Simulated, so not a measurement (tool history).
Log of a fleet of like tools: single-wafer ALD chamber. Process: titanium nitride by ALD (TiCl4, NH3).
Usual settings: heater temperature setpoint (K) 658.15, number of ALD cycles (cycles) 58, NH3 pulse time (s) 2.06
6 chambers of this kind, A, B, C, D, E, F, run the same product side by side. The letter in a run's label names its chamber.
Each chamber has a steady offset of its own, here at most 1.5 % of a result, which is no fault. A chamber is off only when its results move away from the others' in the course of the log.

run	hour	heater temperature setpoint (K)	number of ALD cycles (cycles)	NH3 pulse time (s)	read-back reference wafer on the same gauge, thickness_nm	mean film thickness on the monitor wafer (nm)
1A	5.2	658.15	58	2.06	1.0516	1.2748
2F	12.4	658.15	58	2.06	1.0491	1.2701
3B	18.2	658.15	58	2.06	1.0501	1.2590
4E	26.2	658.15	58	2.06	1.0495	1.2694
5D	35.4	647.15	58	1.37	1.0489	1.2072
6C	43.7	647.15	58	1.37	1.0507	1.2198
7D	53.4	647.15	58	1.37	1.0487	1.2188
8F	58.4	647.15	58	1.37	1.0496	1.2063
9B	63.3	647.15	58	1.37	1.0493	1.2093
10C	68.9	647.15	58	1.37	1.0499	1.2114
11A	79.3	658.15	58	2.06	1.0509	1.2613
12E	85.6	658.15	47	2.06	1.0504	1.0206
13E	96.2	658.15	47	2.06	1.0491	1.0237
14B	101.6	658.15	47	2.06	1.0514	1.0281
15F	111.5	658.15	47	2.06	1.0493	1.0199
16C	120.3	658.15	47	2.06	1.0508	1.0369
17A	128.5	658.15	47	2.06	1.0494	1.0360
18D	138.4	658.15	58	2.06	1.0487	1.2600
19C	146.8	658.15	49	2.59	1.0504	1.0851
20F	151.7	658.15	49	2.59	1.0492	1.0816
21E	160.4	658.15	49	2.59	1.0512	1.0794
22A	166.0	658.15	49	2.59	1.0506	1.0814
23B	174.2	658.15	49	2.59	1.0504	1.0750
24D	183.7	658.15	49	2.59	1.0516	1.0862
25E	190.2	658.15	58	2.06	1.0497	1.2640
26F	198.1	658.15	58	2.06	1.0515	1.2559
27D	206.8	658.15	58	2.06	1.0499	1.2751
28A	212.5	658.15	58	2.41	1.0498	1.2708
29B	218.7	658.15	58	2.41	1.0492	1.2645
30C	226.8	658.15	58	2.41	1.0493	1.2960
31B	232.2	658.15	58	2.41	1.0509	1.2565
32E	239.2	658.15	58	2.41	1.0501	1.2837
33C	244.5	658.15	58	2.41	1.0489	1.2849
34F	250.3	658.15	58	2.06	1.0503	1.2636
35A	261.0	658.15	58	2.06	1.0499	1.2741
36D	269.8	658.15	58	2.06	1.0503	1.2793
37B	278.5	658.15	58	2.06	1.0497	1.2697
38F	289.1	658.15	58	2.06	1.0499	1.2606
39D	297.5	658.15	58	2.06	1.0489	1.2636
40E	303.9	658.15	58	2.06	1.0505	1.2586
41A	309.5	658.15	58	2.06	1.0513	1.2700
42C	314.3	658.15	58	2.06	1.0510	1.2773
43E	323.6	658.15	58	2.06	1.0491	1.2710

What goes on in this fleet: one chamber off, a drifting gauge, or nothing beyond the chambers' own small offsets? Name the chamber and the cause, if any.

No chamber stands off beyond its own small offset, and the gauge holds steady.
